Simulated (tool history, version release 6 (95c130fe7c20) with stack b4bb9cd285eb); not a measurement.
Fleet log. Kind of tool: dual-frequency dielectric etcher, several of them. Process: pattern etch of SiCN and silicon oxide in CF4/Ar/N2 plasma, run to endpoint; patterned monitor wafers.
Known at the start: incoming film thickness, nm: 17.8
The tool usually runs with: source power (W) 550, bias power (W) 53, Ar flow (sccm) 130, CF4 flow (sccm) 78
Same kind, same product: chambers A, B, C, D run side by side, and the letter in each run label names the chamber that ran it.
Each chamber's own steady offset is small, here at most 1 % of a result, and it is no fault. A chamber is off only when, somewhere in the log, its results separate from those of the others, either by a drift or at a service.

run,hour,source power (W),bias power (W),Ar flow (sccm),CF4 flow (sccm),hours since the last wet clean,hours since the last source power generator calibration,hours since the last bias power generator calibration,hours since the last Ar flow controller change,hours since the last CF4 flow controller change,endpoint time (s)
1D,14.6,550,53,130,78,302.7,776.8,214.5,885.8,4470.1,19.522
2B,25.6,550,53,130,78,506.2,380.7,1804.9,2770.6,1327,19.462
# hour 33.4: chamber B: bias power generator calibrated
# hour 34.6: chamber C: wet clean of the chamber
3A,36.1,550,53,130,78,338.1,813.3,1591,347,495.8,19.486
4C,49.8,550,53,130,78,15.3,2363,1976.3,3521.2,1698.4,19.64
5B,64.1,550,53,130,78,544.7,419.2,30.8,2809.1,1365.5,19.636
6A,70.8,550,53,130,78,372.8,848,1625.7,381.7,530.5,19.494
7D,84.2,550,53,130,78,372.3,846.4,284.1,955.4,4539.7,19.651
8C,96.3,550,53,130,78,61.8,2409.5,2022.8,3567.7,1744.9,19.585
9B,109.4,440,53,130,78,590,464.5,76.1,2854.4,1410.8,23.676
10D,119.9,440,53,130,78,408,882.1,319.8,991.1,4575.4,23.797
# hour 122.3: chamber B: wet clean of the chamber
11A,135.2,440,53,130,78,437.2,912.4,1690.1,446.1,594.9,23.809
12C,142.5,440,53,130,78,108,2455.7,2069,3613.9,1791.1,24.111
13C,156.9,550,53,130,78,122.4,2470.1,2083.4,3628.3,1805.5,19.675
14D,168.1,550,53,130,78,456.2,930.3,368,1039.3,4623.6,19.412
15A,180.6,550,53,130,78,482.6,957.8,1735.5,491.5,640.3,19.52
16B,189.6,550,53,130,78,67.3,544.7,156.3,2934.6,1491,19.615
17A,201.3,550,53,130,72,503.3,978.5,1756.2,512.2,661,19.735
# hour 212: chamber A: wet clean of the chamber
18C,213.1,550,53,130,72,178.6,2526.3,2139.6,3684.5,1861.7,20.05
19B,222.5,550,53,130,72,100.2,577.6,189.2,2967.5,1523.9,19.8
20D,234.4,550,53,130,72,522.5,996.6,434.3,1105.6,4689.9,19.453
21A,248.2,550,53,130,78,36.2,1025.4,1803.1,559.1,707.9,19.473
22C,260.3,550,53,130,78,225.8,2573.5,2186.8,3731.7,1908.9,19.814
23B,267.4,550,53,130,78,145.1,622.5,234.1,3012.4,1568.8,19.519
24D,277.1,550,53,130,78,565.2,1039.3,477,1148.3,4732.6,19.231
25B,286.1,640,53,119,78,163.8,641.2,252.8,3031.1,1587.5,16.87
26C,299.7,640,53,119,78,265.2,2612.9,2226.2,3771.1,1948.3,16.963
27A,313,640,53,119,78,101,1090.2,1867.9,623.9,772.7,16.763
28D,325.7,640,53,119,78,613.8,1087.9,525.6,1196.9,4781.2,16.398
29C,336.9,550,53,130,78,302.4,2650.1,2263.4,3808.3,1985.5,19.661
30A,347.6,550,53,130,78,135.6,1124.8,1902.5,658.5,807.3,19.518
31B,357.1,550,53,130,78,234.8,712.2,323.8,3102.1,1658.5,19.606
32D,369,550,53,130,78,657.1,1131.2,568.9,1240.2,4824.5,19.006
33B,383.8,550,53,130,78,261.5,738.9,350.5,3128.8,1685.2,19.529
34C,393.3,550,53,130,78,358.8,2706.5,2319.8,3864.7,2041.9,19.669
35A,405.1,550,53,130,78,193.1,1182.3,1960,716,864.8,19.339
36D,417.1,550,53,130,78,705.2,1179.3,617,1288.3,4872.6,18.688
37B,424.5,550,53,130,78,302.2,779.6,391.2,3169.5,1725.9,19.559
38D,437.1,550,53,130,78,725.2,1199.3,637,1308.3,4892.6,18.907
39C,450.2,550,53,130,78,415.7,2763.4,2376.7,3921.6,2098.8,19.65

One chamber off, gauge drift, or nothing amiss beyond the chambers' own small offsets? If it is a chamber, which one, and what is the likeliest cause?

It is chamber D that slowly wanders off from its peers.
What lies behind it: etch rate over this chamber's usual, % = 4.74.
It could be hard to tell apart here from: source power that arrives over what is set, %.

Chamber D could run next with any of the 4 candidate recipes listed below; each alters the usual settings, and their results appear as question marks. Which one brings its results back in line with what the other chambers deliver on the usual settings?
Allowed miss from the other chambers' usual-settings mean, per result, to count as in line: endpoint time (s) 0.24
40D-1,461.1,570,54,129,79,,,,,,?
40D-2,461.1,540,53,130,78,,,,,,?
40D-3,461.1,560,53,130,78,,,,,,?
40D-4,461.1,550,53,163,78,,,,,,?

The mean the other chambers reach with the usual settings: endpoint time (s) 19.565
run,endpoint time (s)
40D-1,17.98
40D-2,19.033
40D-3,18.436
40D-4,19.502
With 40D-4, the chamber falls back in line with the rest.
